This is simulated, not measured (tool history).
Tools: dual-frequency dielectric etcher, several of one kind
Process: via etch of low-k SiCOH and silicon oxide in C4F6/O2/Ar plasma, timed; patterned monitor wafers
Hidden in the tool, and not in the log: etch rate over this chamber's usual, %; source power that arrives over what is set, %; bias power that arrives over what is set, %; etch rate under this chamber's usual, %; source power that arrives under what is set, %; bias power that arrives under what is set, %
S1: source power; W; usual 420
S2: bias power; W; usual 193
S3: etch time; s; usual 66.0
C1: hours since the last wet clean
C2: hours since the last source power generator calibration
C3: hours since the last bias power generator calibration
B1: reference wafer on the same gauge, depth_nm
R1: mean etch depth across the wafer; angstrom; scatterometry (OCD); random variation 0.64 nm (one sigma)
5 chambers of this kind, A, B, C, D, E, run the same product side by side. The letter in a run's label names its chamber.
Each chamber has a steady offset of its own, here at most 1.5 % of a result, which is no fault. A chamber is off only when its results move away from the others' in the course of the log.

-- day=0.125 chamber A: source power generator calibrated
run 1C day=0.688 | S1=420 S2=193 S3=66.0 | C1=191.1 C2=366.2 C3=561.6 | B1=148.03 | R1=1766.9
run 2B day=1.225 | S1=420 S2=193 S3=66.0 | C1=592.6 C2=1524.7 C3=1736.7 | B1=147.94 | R1=1790.9
run 3E day=1.875 | S1=420 S2=193 S3=66.0 | C1=175.4 C2=2297.5 C3=1918.6 | B1=147.98 | R1=1814.0
run 4A day=2.450 | S1=420 S2=193 S3=66.0 | C1=307.3 C2=55.8 C3=2725.7 | B1=147.97 | R1=1798.5
run 5D day=2.904 | S1=420 S2=193 S3=66.0 | C1=173.6 C2=3167.5 C3=2888.5 | B1=147.92 | R1=1809.4
run 6B day=3.412 | S1=420 S2=193 S3=66.0 | C1=645.1 C2=1577.2 C3=1789.2 | B1=148.02 | R1=1784.1
run 7C day=4.088 | S1=420 S2=210 S3=84.5 | C1=272.7 C2=447.8 C3=643.2 | B1=148.07 | R1=2329.0
run 8A day=4.504 | S1=420 S2=210 S3=84.5 | C1=356.6 C2=105.1 C3=2775.0 | B1=148.08 | R1=2363.1
run 9D day=5.146 | S1=420 S2=210 S3=84.5 | C1=227.4 C2=3221.3 C3=2942.3 | B1=147.99 | R1=2370.4
run 10E day=5.450 | S1=420 S2=210 S3=84.5 | C1=261.2 C2=2383.3 C3=2004.4 | B1=147.96 | R1=2357.7
run 11B day=6.050 | S1=420 S2=210 S3=84.5 | C1=708.4 C2=1640.5 C3=1852.5 | B1=147.96 | R1=2362.1
run 12E day=6.550 | S1=420 S2=193 S3=66.0 | C1=287.6 C2=2409.7 C3=2030.8 | B1=147.98 | R1=1802.0
-- day=6.592 chamber B: wet clean of the chamber
-- day=6.712 chamber A: wet clean of the chamber
run 13C day=6.975 | S1=420 S2=193 S3=66.0 | C1=342.0 C2=517.1 C3=712.5 | B1=148.13 | R1=1754.1
run 14D day=7.571 | S1=420 S2=193 S3=66.0 | C1=285.6 C2=3279.5 C3=3000.5 | B1=147.92 | R1=1808.6
run 15A day=7.879 | S1=420 S2=193 S3=66.0 | C1=28.1 C2=186.1 C3=2856.0 | B1=148.06 | R1=1793.8
run 16A day=8.404 | S1=420 S2=193 S3=66.0 | C1=40.7 C2=198.7 C3=2868.6 | B1=147.98 | R1=1799.4
run 17B day=8.767 | S1=420 S2=193 S3=66.0 | C1=52.3 C2=1705.7 C3=1917.7 | B1=147.98 | R1=1787.1
run 18C day=9.367 | S1=420 S2=193 S3=66.0 | C1=399.4 C2=574.5 C3=769.9 | B1=148.09 | R1=1730.6
run 19D day=9.729 | S1=420 S2=193 S3=66.0 | C1=337.4 C2=3331.3 C3=3052.3 | B1=147.88 | R1=1804.4
run 20E day=10.271 | S1=420 S2=193 S3=66.0 | C1=376.9 C2=2499.0 C3=2120.1 | B1=148.08 | R1=1800.1
run 21D day=10.829 | S1=460 S2=193 S3=47.0 | C1=363.8 C2=3357.7 C3=3078.7 | B1=148.14 | R1=1331.2
run 22B day=11.154 | S1=460 S2=193 S3=47.0 | C1=109.6 C2=1763.0 C3=1975.0 | B1=148.18 | R1=1324.5
run 23E day=11.579 | S1=460 S2=193 S3=47.0 | C1=408.3 C2=2530.4 C3=2151.5 | B1=148.02 | R1=1326.0
run 24A day=12.154 | S1=460 S2=193 S3=47.0 | C1=130.7 C2=288.7 C3=2958.6 | B1=147.89 | R1=1328.5
run 25C day=12.558 | S1=460 S2=193 S3=47.0 | C1=476.0 C2=651.1 C3=846.5 | B1=147.96 | R1=1271.5
run 26E day=12.967 | S1=420 S2=193 S3=66.0 | C1=441.6 C2=2563.7 C3=2184.8 | B1=148.05 | R1=1803.2
run 27C day=13.621 | S1=420 S2=236 S3=66.0 | C1=501.5 C2=676.6 C3=872.0 | B1=147.92 | R1=1825.3
run 28D day=14.246 | S1=420 S2=236 S3=66.0 | C1=445.8 C2=3439.7 C3=3160.7 | B1=147.99 | R1=1935.8
-- day=14.562 chamber B: bias power generator calibrated
run 29B day=14.650 | S1=420 S2=236 S3=66.0 | C1=193.5 C2=1846.9 C3=2.2 | B1=148.01 | R1=1922.3
run 30A day=15.192 | S1=420 S2=236 S3=66.0 | C1=203.6 C2=361.6 C3=3031.5 | B1=147.97 | R1=1924.3

What goes on in this fleet: one chamber off, a drifting gauge, or nothing beyond the chambers' own small offsets? Name the chamber and the cause, if any.

Chamber C drifts away from the others.
Cause: etch rate under this chamber's usual, % = 3.8.

Here are 4 candidates for chamber C's next run, each the usual settings with a change, their results left as question marks. Which one brings its results back in line with what the others give on the usual settings?
In line means no further than this from the other chambers' mean on the usual settings: R1 22.0 angstrom
run 31C-1 day=15.688 | S1=420 S2=192 S3=64.5 | R1=?
run 31C-2 day=15.688 | S1=460 S2=208 S3=66.0 | R1=?
run 31C-3 day=15.688 | S1=390 S2=179 S3=66.0 | R1=?
run 31C-4 day=15.688 | S1=420 S2=194 S3=67.5 | R1=?

The other chambers' mean on the usual settings: R1 1801.9 angstrom
run=31C-1 R1=1660.8
run=31C-2 R1=1806.1
run=31C-3 R1=1615.0
run=31C-4 R1=1743.8
31C-2 brings the chamber back in line.
